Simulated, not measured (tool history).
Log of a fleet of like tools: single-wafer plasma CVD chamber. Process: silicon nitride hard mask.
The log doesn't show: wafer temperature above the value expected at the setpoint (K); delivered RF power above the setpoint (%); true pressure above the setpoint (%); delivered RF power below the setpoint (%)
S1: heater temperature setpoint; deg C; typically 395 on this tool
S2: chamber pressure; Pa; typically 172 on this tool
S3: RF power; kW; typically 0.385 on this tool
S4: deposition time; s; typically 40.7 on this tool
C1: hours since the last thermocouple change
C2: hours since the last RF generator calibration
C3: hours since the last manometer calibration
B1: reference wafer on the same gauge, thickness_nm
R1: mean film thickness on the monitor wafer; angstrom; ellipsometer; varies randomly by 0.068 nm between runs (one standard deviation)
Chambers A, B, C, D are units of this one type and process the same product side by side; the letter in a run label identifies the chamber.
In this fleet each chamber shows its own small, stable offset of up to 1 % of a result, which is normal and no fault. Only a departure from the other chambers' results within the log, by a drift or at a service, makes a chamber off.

run,hour,S1,S2,S3,S4,C1,C2,C3,B1,R1
1B,6.5,395,172,0.385,40.7,1969.0,674.3,927.8,42.279,512.52
2A,11.0,395,172,0.385,40.7,686.8,432.3,700.9,42.275,517.99
3C,15.6,395,172,0.385,40.7,207.5,402.7,1499.0,42.270,515.53
4D,18.7,395,172,0.385,40.7,95.6,674.4,838.8,42.251,515.26
5B,23.2,395,172,0.385,40.7,1985.7,691.0,944.5,42.252,512.73
6C,27.4,395,172,0.385,40.7,219.3,414.5,1510.8,42.255,514.59
7D,30.9,395,172,0.385,40.7,107.8,686.6,851.0,42.241,515.68
8A,37.0,395,172,0.385,40.7,712.8,458.3,726.9,42.230,517.80
9C,41.3,395,172,0.385,40.7,233.2,428.4,1524.7,42.223,515.11
10B,44.8,395,172,0.385,40.7,2007.3,712.6,966.1,42.244,512.11
11D,49.0,381,143,0.385,40.7,125.9,704.7,869.1,42.231,487.76
12A,55.2,381,143,0.385,40.7,731.0,476.5,745.1,42.223,489.80
13C,58.5,381,143,0.385,40.7,250.4,445.6,1541.9,42.219,486.65
14B,62.3,381,143,0.385,40.7,2024.8,730.1,983.6,42.199,485.08
15A,66.5,395,172,0.385,40.7,742.3,487.8,756.4,42.198,518.01
16D,71.7,395,144,0.360,40.7,148.6,727.4,891.8,42.176,466.37
17A,75.7,395,144,0.360,40.7,751.5,497.0,765.6,42.170,468.04
18B,80.8,395,144,0.360,40.7,2043.3,748.6,1002.1,42.176,461.87
19C,84.8,395,144,0.360,40.7,276.7,471.9,1568.2,42.144,465.81
20D,88.9,395,172,0.385,40.7,165.8,744.6,909.0,42.162,515.41
21A,93.1,395,172,0.385,40.7,768.9,514.4,783.0,42.139,517.05
22C,96.5,395,172,0.385,40.7,288.4,483.6,1579.9,42.141,514.52
23D,99.6,395,172,0.385,40.7,176.5,755.3,919.7,42.139,515.64
24B,103.8,395,172,0.385,40.7,2066.3,771.6,1025.1,42.125,510.24
25D,108.5,395,172,0.385,40.7,185.4,764.2,928.6,42.113,513.93
26C,111.8,400,172,0.385,40.7,303.7,498.9,1595.2,42.111,513.11
27A,116.3,400,172,0.385,40.7,792.1,537.6,806.2,42.115,515.54
28B,119.3,400,172,0.385,40.7,2081.8,787.1,1040.6,42.084,508.99
29D,125.8,400,172,0.385,40.7,202.7,781.5,945.9,42.095,513.17
30C,129.0,395,172,0.450,43.4,320.9,516.1,1612.4,42.094,598.51
31A,133.3,395,172,0.450,43.4,809.1,554.6,823.2,42.073,604.54

Which is it: a chamber that has drifted or been left off by a service, a gauge drift common to all chambers, or only each chamber's usual small offset? If a chamber is off, name it and its likeliest cause.

The gauge drifts, so all chambers seem to drift together. No chamber is off.
Most likely cause: gauge reads low (%) = 0.542.

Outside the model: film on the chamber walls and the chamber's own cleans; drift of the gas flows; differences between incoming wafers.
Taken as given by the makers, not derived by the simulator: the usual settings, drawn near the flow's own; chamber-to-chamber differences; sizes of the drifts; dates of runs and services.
